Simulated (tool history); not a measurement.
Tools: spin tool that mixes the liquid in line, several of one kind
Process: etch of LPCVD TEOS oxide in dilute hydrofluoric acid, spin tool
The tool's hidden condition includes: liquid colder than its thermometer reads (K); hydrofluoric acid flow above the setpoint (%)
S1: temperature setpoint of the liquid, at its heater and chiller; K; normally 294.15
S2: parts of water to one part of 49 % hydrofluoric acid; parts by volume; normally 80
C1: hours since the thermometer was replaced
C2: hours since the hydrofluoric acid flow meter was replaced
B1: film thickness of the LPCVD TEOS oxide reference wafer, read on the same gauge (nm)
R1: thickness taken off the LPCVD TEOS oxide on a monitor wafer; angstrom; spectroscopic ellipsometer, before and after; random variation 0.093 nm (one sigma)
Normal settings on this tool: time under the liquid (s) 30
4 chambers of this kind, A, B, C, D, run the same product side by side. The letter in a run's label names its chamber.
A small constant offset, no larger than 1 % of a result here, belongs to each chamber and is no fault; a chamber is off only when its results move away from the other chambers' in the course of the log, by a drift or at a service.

{"run": "1B", "hour": 5.1, "S1": 294.15, "S2": 80, "time under the liquid (s)": 30, "C1": 1116, "C2": 1668.7, "B1": 59.987, "R1": 114.39}
{"run": "2C", "hour": 10.7, "S1": 294.15, "S2": 80, "time under the liquid (s)": 30, "C1": 743.7, "C2": 144.9, "B1": 60.002, "R1": 114.91}
{"run": "3D", "hour": 15.6, "S1": 294.15, "S2": 80, "time under the liquid (s)": 30, "C1": 1421.7, "C2": 878.8, "B1": 60.017, "R1": 113.98}
{"run": "4A", "hour": 20.2, "S1": 294.15, "S2": 80, "time under the liquid (s)": 30, "C1": 206.6, "C2": 44, "B1": 60.009, "R1": 113.62}
{"run": "5C", "hour": 28.6, "S1": 294.15, "S2": 80, "time under the liquid (s)": 30, "C1": 761.6, "C2": 162.8, "B1": 59.992, "R1": 114.12}
{"run": "6A", "hour": 36.0, "S1": 294.15, "S2": 80, "time under the liquid (s)": 30, "C1": 222.4, "C2": 59.8, "B1": 60, "R1": 114.13}
{"run": "7D", "hour": 40.9, "S1": 292.65, "S2": 80, "time under the liquid (s)": 30, "C1": 1447, "C2": 904.1, "B1": 59.992, "R1": 106.71}
{"run": "8B", "hour": 48.3, "S1": 292.65, "S2": 80, "time under the liquid (s)": 30, "C1": 1159.2, "C2": 1711.9, "B1": 59.987, "R1": 107.38}
{"run": "9D", "hour": 54.0, "S1": 292.65, "S2": 80, "time under the liquid (s)": 30, "C1": 1460.1, "C2": 917.2, "B1": 59.996, "R1": 106.82}
{"run": "10B", "hour": 58.5, "S1": 292.65, "S2": 80, "time under the liquid (s)": 30, "C1": 1169.4, "C2": 1722.1, "B1": 60, "R1": 107.07}
{"run": "11C", "hour": 66.5, "S1": 294.15, "S2": 80, "time under the liquid (s)": 30, "C1": 799.5, "C2": 200.7, "B1": 60.019, "R1": 114.75}
{"run": "12A", "hour": 71.7, "S1": 294.15, "S2": 80, "time under the liquid (s)": 30, "C1": 258.1, "C2": 95.5, "B1": 60.006, "R1": 114.98}
{"run": "13A", "hour": 76.6, "S1": 294.15, "S2": 80, "time under the liquid (s)": 30, "C1": 263, "C2": 100.4, "B1": 60.013, "R1": 113.28}
{"run": "14D", "hour": 83.3, "S1": 294.15, "S2": 80, "time under the liquid (s)": 30, "C1": 1489.4, "C2": 946.5, "B1": 60.02, "R1": 113.31}
{"run": "15C", "hour": 90.8, "S1": 294.15, "S2": 80, "time under the liquid (s)": 30, "C1": 823.8, "C2": 225, "B1": 60.005, "R1": 117.43}
{"run": "16B", "hour": 95.8, "S1": 294.15, "S2": 80, "time under the liquid (s)": 30, "C1": 1206.7, "C2": 1759.4, "B1": 59.996, "R1": 113.19}
{"run": "17B", "hour": 104.1, "S1": 294.15, "S2": 80, "time under the liquid (s)": 45, "C1": 1215, "C2": 1767.7, "B1": 59.992, "R1": 172.66}
{"run": "18D", "hour": 112.1, "S1": 294.15, "S2": 80, "time under the liquid (s)": 45, "C1": 1518.2, "C2": 975.3, "B1": 60.006, "R1": 170.01}
{"run": "19C", "hour": 116.5, "S1": 294.15, "S2": 80, "time under the liquid (s)": 45, "C1": 849.5, "C2": 250.7, "B1": 59.995, "R1": 174.12}
{"run": "20A", "hour": 123.8, "S1": 294.15, "S2": 80, "time under the liquid (s)": 45, "C1": 310.2, "C2": 147.6, "B1": 59.996, "R1": 168.97}
{"run": "21D", "hour": 132.3, "S1": 294.15, "S2": 80, "time under the liquid (s)": 30, "C1": 1538.4, "C2": 995.5, "B1": 59.994, "R1": 113.91}
{"run": "22A", "hour": 137.9, "S1": 294.15, "S2": 80, "time under the liquid (s)": 30, "C1": 324.3, "C2": 161.7, "B1": 59.987, "R1": 115.47}
{"run": "23C", "hour": 143.4, "S1": 294.15, "S2": 80, "time under the liquid (s)": 30, "C1": 876.4, "C2": 277.6, "B1": 60.009, "R1": 114.15}
{"run": "24B", "hour": 150.1, "S1": 294.15, "S2": 80, "time under the liquid (s)": 30, "C1": 1261, "C2": 1813.7, "B1": 59.999, "R1": 115.34}
{"run": "25D", "hour": 158.8, "S1": 290.15, "S2": 45, "time under the liquid (s)": 30, "C1": 1564.9, "C2": 1022, "B1": 59.983, "R1": 177.22}
{"run": "26B", "hour": 166.4, "S1": 290.15, "S2": 45, "time under the liquid (s)": 30, "C1": 1277.3, "C2": 1830, "B1": 60.01, "R1": 178.84}
{"run": "27A", "hour": 171.0, "S1": 290.15, "S2": 45, "time under the liquid (s)": 30, "C1": 357.4, "C2": 194.8, "B1": 59.999, "R1": 178.81}
{"run": "28C", "hour": 177.6, "S1": 290.15, "S2": 45, "time under the liquid (s)": 30, "C1": 910.6, "C2": 311.8, "B1": 59.977, "R1": 180.22}
{"run": "29C", "hour": 184.7, "S1": 294.15, "S2": 65, "time under the liquid (s)": 35, "C1": 917.7, "C2": 318.9, "B1": 60.004, "R1": 167.46}
{"hour": 186.4, "done": "chamber D: thermometer replaced"}
{"run": "30D", "hour": 190.7, "S1": 294.15, "S2": 65, "time under the liquid (s)": 35, "C1": 4.4, "C2": 1053.9, "B1": 59.997, "R1": 169.45}
{"run": "31A", "hour": 196.1, "S1": 294.15, "S2": 65, "time under the liquid (s)": 35, "C1": 382.5, "C2": 219.9, "B1": 60, "R1": 168.29}
{"run": "32B", "hour": 204.8, "S1": 294.15, "S2": 65, "time under the liquid (s)": 35, "C1": 1315.7, "C2": 1868.4, "B1": 59.99, "R1": 167.71}
{"run": "33A", "hour": 213.6, "S1": 294.15, "S2": 80, "time under the liquid (s)": 30, "C1": 400, "C2": 237.4, "B1": 60.019, "R1": 115.5}
{"run": "34C", "hour": 222.4, "S1": 294.15, "S2": 80, "time under the liquid (s)": 30, "C1": 955.4, "C2": 356.6, "B1": 60.004, "R1": 114.94}
{"run": "35D", "hour": 228.2, "S1": 294.15, "S2": 80, "time under the liquid (s)": 30, "C1": 41.9, "C2": 1091.4, "B1": 60.022, "R1": 113.06}
{"run": "36B", "hour": 233.8, "S1": 294.15, "S2": 80, "time under the liquid (s)": 30, "C1": 1344.7, "C2": 1897.4, "B1": 59.998, "R1": 114.95}
{"run": "37B", "hour": 240.2, "S1": 294.15, "S2": 80, "time under the liquid (s)": 15, "C1": 1351.1, "C2": 1903.8, "B1": 59.979, "R1": 57.082}
{"run": "38C", "hour": 247.2, "S1": 294.15, "S2": 80, "time under the liquid (s)": 15, "C1": 980.2, "C2": 381.4, "B1": 60.004, "R1": 57.582}

Read the log: is a single chamber off, either drifting away or since a service, is the gauge that measures every chamber drifting, or is nothing wrong beyond small per-chamber offsets? Name any odd chamber and what most likely caused it.

Nothing is wrong: each chamber keeps only its own small, steady offset and the gauge holds still.

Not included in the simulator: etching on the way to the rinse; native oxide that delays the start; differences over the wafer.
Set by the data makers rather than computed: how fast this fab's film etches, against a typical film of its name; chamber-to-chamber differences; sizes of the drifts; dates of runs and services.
